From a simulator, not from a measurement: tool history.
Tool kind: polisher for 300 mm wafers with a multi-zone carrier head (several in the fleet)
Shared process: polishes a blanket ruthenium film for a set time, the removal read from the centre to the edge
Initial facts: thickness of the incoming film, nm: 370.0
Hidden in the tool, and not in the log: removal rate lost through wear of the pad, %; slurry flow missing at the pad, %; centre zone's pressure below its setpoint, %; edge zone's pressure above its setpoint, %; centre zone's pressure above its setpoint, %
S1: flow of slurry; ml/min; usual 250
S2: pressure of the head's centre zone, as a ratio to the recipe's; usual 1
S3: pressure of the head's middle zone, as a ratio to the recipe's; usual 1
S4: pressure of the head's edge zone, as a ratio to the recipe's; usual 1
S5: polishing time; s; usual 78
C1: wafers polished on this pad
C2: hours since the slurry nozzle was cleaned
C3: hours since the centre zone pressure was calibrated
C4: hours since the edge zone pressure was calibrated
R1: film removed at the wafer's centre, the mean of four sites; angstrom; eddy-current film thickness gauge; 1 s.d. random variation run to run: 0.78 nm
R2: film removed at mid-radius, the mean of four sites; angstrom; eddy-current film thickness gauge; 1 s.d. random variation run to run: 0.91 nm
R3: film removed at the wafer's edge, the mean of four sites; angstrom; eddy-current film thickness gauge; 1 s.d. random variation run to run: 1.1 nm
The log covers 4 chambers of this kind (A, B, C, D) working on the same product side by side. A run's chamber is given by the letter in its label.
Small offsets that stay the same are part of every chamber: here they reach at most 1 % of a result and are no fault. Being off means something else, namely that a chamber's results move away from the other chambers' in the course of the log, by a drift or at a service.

run   hour   S1    S2   S3    S4  S5    C1     C2      C3     C4      R1      R2      R3
 1C    5.7  250     1    1     1  78   627  455.3   394.8  557.5  1170.6  1195.1  1182.8
 2A   10.6  250     1    1     1  78  1019   73.2   626.5  441.1  1173.3  1179.8  1180.2
 3D   15.9  250     1    1     1  78   732  324.5   426.5  424.5  1193.1  1180.5  1165.4
 4B   24.6  250     1    1     1  78   644   34.7  1359.8  215.9  1186.1  1179.2  1197.7
      28.1  -- chamber C: worn pad replaced by a new one
 5B   30.5  250     1    1     1  78   700   40.6  1365.7  221.8  1170.9  1188.7  1187.5
      33.1  -- chamber A: worn pad replaced by a new one
 6A   41.2  250  0.94    1     1  78    76  103.8   657.1  471.7  1083.1  1170.6  1186.3
      43.6  -- chamber C: slurry nozzle cleaned
 7C   45.9  250  0.94    1     1  78   166    2.4     435  597.7  1105.7  1176.2  1193.9
 8D   51.2  250  0.94    1     1  78  1063  359.8   461.8  459.8  1123.2  1193.1  1167.7
 9B   57.9  250  0.94    1     1  78   956     68  1393.1  249.2  1105.4  1167.3  1188.5
      61.9  -- chamber D: worn pad replaced by a new one
10C     65  250     1    1     1  78   345   21.5   454.1  616.8  1180.4  1187.6  1197.5
      68.3  -- chamber D: centre zone pressure recalibrated
11A   72.5  250     1    1     1  78   369  135.1   688.4    503  1160.2  1172.2  1175.6
12D   79.9  250     1    1     1  78   168  388.5    11.6  488.5  1196.9  1191.2  1197.6
13D   85.2  250     1    1     1  78   218  393.8    16.9  493.8  1187.4  1182.6  1186.5
14C   94.1  250     1    1     1  78   618   50.6   483.2  645.9  1193.5  1178.1  1177.8
      97.7  -- chamber B: centre zone pressure recalibrated
      99.7  -- chamber C: worn pad replaced by a new one
15B  100.4  250     1    1     1  78  1354  110.5     2.7  291.7  1163.7  1177.9  1161.8
     100.9  -- chamber B: worn pad replaced by a new one
16A  110.8  250     1    1     1  78   727  173.4   726.7  541.3    1155  1192.7    1174
17C  119.8  305  0.91    1     1  78   188   76.3   508.9  671.6  1092.4  1199.8  1222.1
18D  126.9  305  0.91    1     1  78   608  435.5    58.6  535.5  1108.4  1213.6  1202.6
19B  134.5  305  0.91    1     1  78   315  144.6    36.8  325.8  1085.8  1209.6    1200
20A  141.8  305  0.91    1     1  78  1018  204.4   757.7  572.3  1062.3  1210.9  1190.4
21D  147.4  250     1    1     1  78   800    456    79.1    556  1184.1    1172  1178.4
22B    155  250     1    1     1  78   506  165.1    57.3  346.3  1193.2  1183.4  1187.3
23A  165.1  250     1    1     1  78  1236  227.7     781  595.6  1126.9  1177.5  1177.4
     165.8  -- chamber D: worn pad replaced by a new one
     166.7  -- chamber A: worn pad replaced by a new one
24C  170.9  250  0.93    1     1  78   667  127.4     560  722.7  1092.7  1178.8  1189.7
25C  180.8  250  0.93    1     1  78   759  137.3   569.9  732.6  1095.3  1185.5  1192.8
       187  -- chamber C: worn pad replaced by a new one
26A  190.5  250  0.93    1     1  78   222  253.1   806.4    621  1042.9  1192.6  1164.2
27B  200.3  250  0.93    1     1  78   931  210.4   102.6  391.6    1089  1179.1  1177.6
28D    208  250     1    1     1  78   395  516.6   139.7  616.6    1188  1159.8  1204.3
29B  216.6  195     1    1  0.92  78  1083  226.7   118.9  407.9  1140.4  1159.8    1110
30A  221.6  195     1    1  0.92  78   514  284.2   837.5  652.1    1073  1140.5  1114.4
31D  227.1  195     1    1  0.92  78   573  535.7   158.8  635.7  1136.5  1160.5  1111.5
     231.9  -- chamber B: worn pad replaced by a new one
32C  232.9  195     1    1  0.92  78   430  189.4     622  784.7  1126.5  1128.6  1110.3
33D  239.7  250     1    1     1  78   691  548.3   171.4  648.3  1182.3  1179.4    1174
34B  244.6  250     1    1     1  78   119  254.7   146.9  435.9  1173.6  1157.9  1202.1
35C  252.5  250     1    1     1  78   614    209   641.6  804.3  1178.3    1187  1174.5
36A  260.9  250     1    1     1  78   881  323.5   876.8  691.4  1084.2  1162.8  1177.8
     264.7  -- chamber D: worn pad replaced by a new one
37D  269.1  250     1    1     1  78    41  577.7   200.8  677.7  1183.1  1177.9  1197.5
     276.4  -- chamber C: worn pad replaced by a new one
38C  276.5  250     1    1     1  78     1    233   665.6  828.3  1171.4  1182.5  1204.9
39B  285.7  250     1    1     1  78   504  295.8     188    477  1165.7  1178.4  1188.8
     289.7  -- chamber B: slurry nozzle cleaned
40A  295.7  250     1  1.1     1  78  1207  358.3   911.6  726.2  1078.5  1291.7  1189.9
41C  303.8  250     1  1.1     1  78   256  260.3   692.9  855.6  1165.3  1294.7  1180.4
42A  309.3  250     1  1.1     1  78  1335  371.9   925.2  739.8    1080  1273.2  1176.3
43B  315.7  250     1  1.1     1  78   785   26.1     218    507  1181.2  1288.1  1194.3
44D  323.9  250     1    1     1  78   554  632.5   255.6  732.5  1180.3  1163.3  1184.7

Is one chamber off against the others, does the gauge drift, or is nothing wrong? If a chamber is off, say which, and what the likeliest cause is.

One chamber, A, drifts off from the rest bit by bit.
Cause: centre zone's pressure below its setpoint, % = 7.73.

Here are 4 candidates for chamber A's next run, each the usual settings with a change, their results left as question marks. Which one brings its results back in line with what the others give on the usual settings?
In line here means within this much of the mean the other chambers give on the usual settings: R1 27 angstrom; R2 32 angstrom; R3 38 angstrom
45A-1  331.6  255  1.07  0.98  0.98  79                   ?   ?   ?
45A-2  331.6  260  1.12  0.97  0.96  80                   ?   ?   ?
45A-3  331.6  240  0.89  1.02  1.04  76                   ?   ?   ?
45A-4  331.6  245  0.93  1.02  1.02  77                   ?   ?   ?

Mean of the other chambers on the usual settings: R1 1180.1 angstrom; R2 1179.3 angstrom; R3 1186.4 angstrom
  run      R1      R2      R3
45A-1  1170.8  1174.3  1181.4
45A-2  1250.1  1180.3  1185.8
45A-3  908.67  1164.6  1165.5
45A-4  970.37  1182.7  1170.9
It is 45A-1 that realigns the chamber with its peers.
